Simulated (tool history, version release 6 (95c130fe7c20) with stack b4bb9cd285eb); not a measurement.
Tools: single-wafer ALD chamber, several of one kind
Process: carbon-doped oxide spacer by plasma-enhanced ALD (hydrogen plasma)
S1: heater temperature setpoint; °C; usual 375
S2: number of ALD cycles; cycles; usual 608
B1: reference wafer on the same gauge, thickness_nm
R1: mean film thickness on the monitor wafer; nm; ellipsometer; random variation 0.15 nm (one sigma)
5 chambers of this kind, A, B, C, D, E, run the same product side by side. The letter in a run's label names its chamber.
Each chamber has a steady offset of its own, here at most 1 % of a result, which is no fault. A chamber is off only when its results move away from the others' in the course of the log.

Run 1C, day 0.208: usual settings; B1 25.532. Result: R1 30.068 nm.
Run 2B, day 0.4: usual settings; B1 25.476. Result: R1 30.203 nm.
Run 3A, day 0.654: usual settings; B1 25.502. Result: R1 30.29 nm.
Run 4E, day 0.829: usual settings; B1 25.475. Result: R1 30.481 nm.
Run 5D, day 1.075: usual settings; B1 25.496. Result: R1 30.202 nm.
Run 6A, day 1.296: usual settings but S1 364 °C, S2 677 cycles; B1 25.52. Result: R1 33.785 nm.
Run 7D, day 1.554: usual settings but S1 364 °C, S2 677 cycles; B1 25.52. Result: R1 33.951 nm.
Run 8B, day 1.796: usual settings but S1 364 °C, S2 677 cycles; B1 25.485. Result: R1 33.529 nm.
Run 9C, day 2.004: usual settings but S1 364 °C, S2 677 cycles; B1 25.496. Result: R1 33.634 nm.
Run 10E, day 2.158: usual settings but S1 364 °C, S2 677 cycles; B1 25.539. Result: R1 34.056 nm.
Run 11A, day 2.375: usual settings; B1 25.518. Result: R1 30.367 nm.
Run 12C, day 2.6: usual settings; B1 25.511. Result: R1 30.46 nm.
Run 13E, day 2.854: usual settings; B1 25.497. Result: R1 30.789 nm.
Run 14D, day 3.075: usual settings; B1 25.498. Result: R1 30.559 nm.
Run 15B, day 3.317: usual settings; B1 25.484. Result: R1 30.17 nm.
Run 16A, day 3.6: usual settings; B1 25.489. Result: R1 30.144 nm.
Run 17E, day 3.854: usual settings but S1 387 °C, S2 505 cycles; B1 25.47. Result: R1 25.519 nm.
Run 18D, day 4.142: usual settings but S1 387 °C, S2 505 cycles; B1 25.479. Result: R1 25.188 nm.
Run 19C, day 4.329: usual settings but S1 387 °C, S2 505 cycles; B1 25.498. Result: R1 25.193 nm.
Run 20B, day 4.529: usual settings but S1 387 °C, S2 505 cycles; B1 25.492. Result: R1 25.121 nm.
Run 21C, day 4.788: usual settings but S1 387 °C, S2 505 cycles; B1 25.5. Result: R1 24.969 nm.
Run 22A, day 4.921: usual settings; B1 25.482. Result: R1 30.328 nm.
Run 23E, day 5.125: usual settings; B1 25.523. Result: R1 30.268 nm.
Run 24B, day 5.258: usual settings; B1 25.487. Result: R1 30.559 nm.
Run 25D, day 5.483: usual settings but S1 366 °C, S2 495 cycles; B1 25.515. Result: R1 24.63 nm.
Run 26E, day 5.658: usual settings but S1 366 °C, S2 495 cycles; B1 25.487. Result: R1 24.875 nm.
Run 27D, day 5.871: usual settings but S1 366 °C, S2 495 cycles; B1 25.509. Result: R1 24.675 nm.
Run 28C, day 6.108: usual settings but S1 366 °C, S2 495 cycles; B1 25.482. Result: R1 24.745 nm.
Run 29A, day 6.396: usual settings but S1 366 °C, S2 495 cycles; B1 25.514. Result: R1 24.544 nm.
Run 30B, day 6.675: usual settings; B1 25.495. Result: R1 30.309 nm.
Run 31C, day 6.842: usual settings; B1 25.501. Result: R1 29.795 nm.
Run 32E, day 7.067: usual settings but S1 381 °C, S2 656 cycles; B1 25.49. Result: R1 32.951 nm.
Run 33B, day 7.208: usual settings but S1 381 °C, S2 656 cycles; B1 25.513. Result: R1 32.637 nm.
Run 34A, day 7.496: usual settings but S1 381 °C, S2 656 cycles; B1 25.506. Result: R1 32.806 nm.

Is one chamber off against the others, does the gauge drift, or is nothing wrong? If a chamber is off, say which, and what the likeliest cause is.

No chamber stands off beyond its own small offset, and the gauge holds steady.
